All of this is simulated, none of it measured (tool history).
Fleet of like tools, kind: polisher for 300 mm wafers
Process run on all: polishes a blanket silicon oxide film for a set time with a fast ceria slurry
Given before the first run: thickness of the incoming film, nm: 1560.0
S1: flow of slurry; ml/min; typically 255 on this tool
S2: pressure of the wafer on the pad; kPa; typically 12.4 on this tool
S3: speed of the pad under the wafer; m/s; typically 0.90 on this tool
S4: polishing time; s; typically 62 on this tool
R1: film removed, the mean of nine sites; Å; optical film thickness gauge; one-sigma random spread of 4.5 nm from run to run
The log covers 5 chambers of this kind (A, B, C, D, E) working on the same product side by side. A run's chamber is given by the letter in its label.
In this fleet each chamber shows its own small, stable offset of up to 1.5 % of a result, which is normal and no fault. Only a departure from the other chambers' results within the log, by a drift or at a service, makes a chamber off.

| run | hour | S1 | S2 | S3 | S4 | R1 |
|---|---|---|---|---|---|---|
|  | 7.0 | chamber E: worn pad replaced by a new one |
| 1E | 7.1 | 255 | 12.4 | 0.90 | 62 | 5115.8 |
| 2A | 15.0 | 255 | 12.4 | 0.90 | 62 | 5011.9 |
| 3C | 21.0 | 255 | 12.4 | 0.90 | 62 | 5018.2 |
|  | 22.7 | chamber C: worn pad replaced by a new one |
| 4B | 29.4 | 255 | 12.4 | 0.90 | 62 | 5014.0 |
| 5D | 40.6 | 255 | 12.4 | 0.90 | 62 | 5013.1 |
|  | 46.2 | chamber A: worn pad replaced by a new one |
|  | 47.8 | chamber D: worn pad replaced by a new one |
| 6E | 52.9 | 255 | 12.4 | 0.90 | 62 | 5083.9 |
| 7D | 59.0 | 255 | 12.4 | 0.90 | 62 | 5069.1 |
| 8B | 66.2 | 255 | 12.4 | 0.90 | 62 | 5114.1 |
| 9A | 78.5 | 255 | 12.4 | 0.90 | 62 | 5096.9 |
|  | 79.0 | chamber D: slurry nozzle cleaned |
| 10C | 87.1 | 255 | 12.4 | 0.90 | 62 | 5154.3 |
| 11B | 95.1 | 255 | 12.4 | 0.90 | 62 | 5045.7 |
|  | 97.8 | chamber E: worn pad replaced by a new one |
| 12C | 101.6 | 255 | 12.4 | 0.58 | 62 | 3269.7 |
|  | 104.7 | chamber C: slurry nozzle cleaned |
| 13E | 114.3 | 255 | 12.4 | 0.58 | 62 | 3267.0 |
| 14A | 125.6 | 255 | 12.4 | 0.58 | 62 | 3230.8 |
|  | 130.2 | chamber A: worn pad replaced by a new one |
|  | 131.7 | chamber C: worn pad replaced by a new one |
| 15D | 133.6 | 255 | 12.4 | 0.58 | 62 | 3338.7 |
| 16A | 145.3 | 255 | 12.4 | 0.58 | 62 | 3220.7 |
| 17E | 157.3 | 255 | 12.4 | 0.90 | 62 | 4978.6 |
| 18C | 163.1 | 255 | 12.4 | 0.90 | 62 | 5131.1 |
|  | 163.5 | chamber D: worn pad replaced by a new one |
| 19B | 174.3 | 255 | 12.4 | 0.90 | 62 | 4931.5 |
| 20D | 180.3 | 255 | 12.4 | 0.90 | 62 | 5071.5 |
| 21A | 187.3 | 255 | 12.4 | 0.90 | 62 | 5134.9 |
|  | 188.4 | chamber E: worn pad replaced by a new one |
|  | 191.0 | chamber C: head pressure recalibrated |
| 22E | 198.6 | 255 | 12.4 | 0.90 | 62 | 5084.3 |
|  | 207.0 | chamber A: worn pad replaced by a new one |
| 23B | 207.8 | 255 | 12.4 | 0.90 | 62 | 4840.1 |
| 24C | 220.9 | 255 | 12.4 | 0.90 | 62 | 4982.2 |
| 25D | 232.1 | 255 | 12.4 | 1.12 | 51 | 5138.5 |
|  | 235.7 | chamber C: worn pad replaced by a new one |
| 26A | 241.6 | 255 | 12.4 | 1.12 | 51 | 5200.0 |
| 27E | 253.0 | 255 | 12.4 | 1.12 | 51 | 5280.6 |
| 28B | 262.6 | 255 | 12.4 | 1.12 | 51 | 4873.0 |
| 29C | 268.9 | 255 | 12.4 | 1.12 | 51 | 5183.8 |
| 30D | 275.5 | 255 | 12.4 | 0.90 | 62 | 5021.5 |
|  | 285.2 | chamber A: worn pad replaced by a new one |
| 31A | 286.0 | 255 | 9.0 | 0.90 | 62 | 3730.6 |
|  | 289.0 | chamber D: worn pad replaced by a new one |
|  | 291.2 | chamber D: head pressure recalibrated |
|  | 294.8 | chamber E: worn pad replaced by a new one |
| 32E | 296.0 | 255 | 9.0 | 0.90 | 62 | 3671.8 |
| 33C | 302.8 | 255 | 9.0 | 0.90 | 62 | 3628.6 |
| 34B | 314.2 | 255 | 9.0 | 0.90 | 62 | 3466.7 |
| 35D | 326.9 | 255 | 9.0 | 0.90 | 62 | 3725.5 |
| 36C | 337.4 | 255 | 12.4 | 0.90 | 62 | 5098.7 |
| 37E | 348.0 | 300 | 12.4 | 0.90 | 50 | 4142.8 |
| 38B | 356.1 | 300 | 12.4 | 0.90 | 50 | 3858.4 |
| 39D | 368.8 | 300 | 12.4 | 0.90 | 50 | 4150.9 |

Read the log: is a single chamber off, either drifting away or since a service, is the gauge that measures every chamber drifting, or is nothing wrong beyond small per-chamber offsets? Name any odd chamber and what most likely caused it.

Chamber B drifts away from the others.
Most likely cause: removal rate lost through wear of the pad, % = 7.68.
With only this log, it may be confused with: slurry flow missing at the pad, %; head's pressure below its setpoint, %.

Chamber B could run next with any of the 4 candidate recipes listed below; each alters the usual settings, and their results appear as question marks. Which one brings its results back in line with what the other chambers deliver on the usual settings?
To be in line, a result may differ from the other chambers' mean on the usual settings by at most: R1 160.0 Å
| 40B-1 | 378.4 | 250 | 10.3 | 0.90 | 62 | ? |
| 40B-2 | 378.4 | 255 | 12.4 | 0.82 | 62 | ? |
| 40B-3 | 378.4 | 255 | 12.4 | 1.08 | 62 | ? |
| 40B-4 | 378.4 | 255 | 13.1 | 0.90 | 65 | ? |

Usual-settings mean across the other chambers: R1 5081.2 Å
| run | R1 |
|---|---|
| 40B-1 | 3867.3 |
| 40B-2 | 4225.5 |
| 40B-3 | 5562.3 |
| 40B-4 | 5127.2 |
40B-4 puts the chamber back in line with the other chambers.
